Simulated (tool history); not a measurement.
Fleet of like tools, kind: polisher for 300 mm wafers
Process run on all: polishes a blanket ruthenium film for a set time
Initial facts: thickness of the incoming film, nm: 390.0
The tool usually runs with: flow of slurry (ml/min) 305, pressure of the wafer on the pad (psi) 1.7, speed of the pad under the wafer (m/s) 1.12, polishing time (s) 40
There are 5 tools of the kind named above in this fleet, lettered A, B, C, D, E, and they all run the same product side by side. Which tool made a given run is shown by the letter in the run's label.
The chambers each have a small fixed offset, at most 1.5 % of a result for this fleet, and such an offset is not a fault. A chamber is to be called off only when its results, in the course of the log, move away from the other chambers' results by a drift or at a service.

run,day,flow of slurry (ml/min),pressure of the wafer on the pad (psi),speed of the pad under the wafer (m/s),polishing time (s),film removed (angstrom)
1C,0.425,305,1.7,1.12,40,495.07
# day 0.429: chamber D: worn pad replaced by a new one
# day 0.525: chamber C: slurry nozzle cleaned
# day 0.762: chamber A: worn pad replaced by a new one
# day 0.783: chamber C: worn pad replaced by a new one
# day 0.792: chamber B: worn pad replaced by a new one
2D,0.808,305,1.7,1.12,40,493.63
3B,1.238,305,1.7,1.12,40,491.27
# day 1.367: chamber E: worn pad replaced by a new one
4E,1.471,305,1.7,1.12,40,489.56
5A,1.858,305,1.7,1.12,40,491.89
6B,2.079,305,1.7,1.12,40,489.13
7E,2.471,305,1.7,1.12,40,485.21
8A,2.783,305,1.7,1.12,40,501.09
9C,3.175,305,1.7,1.12,40,493.48
10D,3.496,305,1.7,1.12,40,489.02
# day 3.675: chamber B: worn pad replaced by a new one
11D,3.788,305,1.7,1.12,40,490.45
# day 3.804: chamber D: slurry nozzle cleaned
# day 3.858: chamber C: worn pad replaced by a new one
12A,4.021,305,1.7,1.12,40,493.83
# day 4.133: chamber A: worn pad replaced by a new one
# day 4.238: chamber E: worn pad replaced by a new one
13B,4.338,305,1.7,1.12,40,484.71
14C,4.771,305,1.7,1.12,40,491.26
15E,5.146,305,1.7,1.12,40,487.2
# day 5.296: chamber D: head pressure recalibrated
# day 5.317: chamber D: worn pad replaced by a new one
16B,5.404,305,1.7,1.12,40,495.04
17E,5.812,305,1.7,1.12,40,486.84
18A,6.008,305,1.7,1.12,40,491.06
19D,6.217,305,1.7,1.12,40,519.85
# day 6.421: chamber C: worn pad replaced by a new one
20C,6.583,305,1.7,1.12,40,496.7
# day 6.604: chamber B: worn pad replaced by a new one
21D,6.858,305,1.7,1.12,40,517.28
22B,7.104,305,1.7,1.12,40,488.08
# day 7.175: chamber E: worn pad replaced by a new one
23E,7.354,305,1.7,1.12,40,495.89
24A,7.571,305,1.2,1.12,26,223.91
# day 7.575: chamber A: worn pad replaced by a new one
25C,7.917,305,1.2,1.12,26,227.17
26C,8.3,305,1.2,1.12,26,227.42
27E,8.521,305,1.2,1.12,26,225.06
28B,8.796,305,1.2,1.12,26,220.02
# day 9.138: chamber C: worn pad replaced by a new one
29A,9.179,305,1.7,1.12,40,491.34
# day 9.233: chamber B: worn pad replaced by a new one
30D,9.521,305,1.7,1.12,40,523.3
# day 9.562: chamber D: worn pad replaced by a new one
31D,9.808,305,1.7,1.12,40,514.99
# day 9.846: chamber E: worn pad replaced by a new one
32C,10.117,305,1.7,1.12,40,488.11
33A,10.512,245,1.7,1.12,48,576.53
34B,10.75,245,1.7,1.12,48,567.69
# day 11.046: chamber A: worn pad replaced by a new one
35E,11.117,245,1.7,1.12,48,585.98
36D,11.467,245,1.7,1.12,48,610.7
37B,11.679,245,1.7,1.12,48,570.3
# day 11.838: chamber C: worn pad replaced by a new one
38A,12.075,305,1.7,1.12,40,491.82
39E,12.454,305,1.7,1.12,40,492.62
# day 12.621: chamber E: worn pad replaced by a new one
40C,12.821,305,1.7,1.12,40,487.52
41E,13.075,305,1.7,1.12,40,483.47
42C,13.417,305,1.7,1.12,40,493.94
43A,13.796,305,1.7,1.12,40,491.21

One chamber off, gauge drift, or nothing amiss beyond the chambers' own small offsets? If it is a chamber, which one, and what is the likeliest cause?

Chamber D has stood off from the others ever since a service on it.
Likeliest cause: head's pressure above its setpoint, % = 5.62.

Here are 4 candidates for chamber D's next run, each the usual settings with a change, their results left as question marks. Which one brings its results back in line with what the others give on the usual settings?
In line means no further than this from the other chambers' mean on the usual settings: film removed (angstrom) 12
44D-1,14.108,305,1.7,1.12,42,?
44D-2,14.108,305,1.7,1.06,40,?
44D-3,14.108,305,1.6,1.08,39,?
44D-4,14.108,305,1.8,1.12,43,?

Average result of the remaining chambers running the usual settings: film removed (angstrom) 490.42
run,film removed (angstrom)
44D-1,543.79
44D-2,489.74
44D-3,458.44
44D-4,589
The answer is 44D-2, which returns the chamber to within the allowed miss of the others.
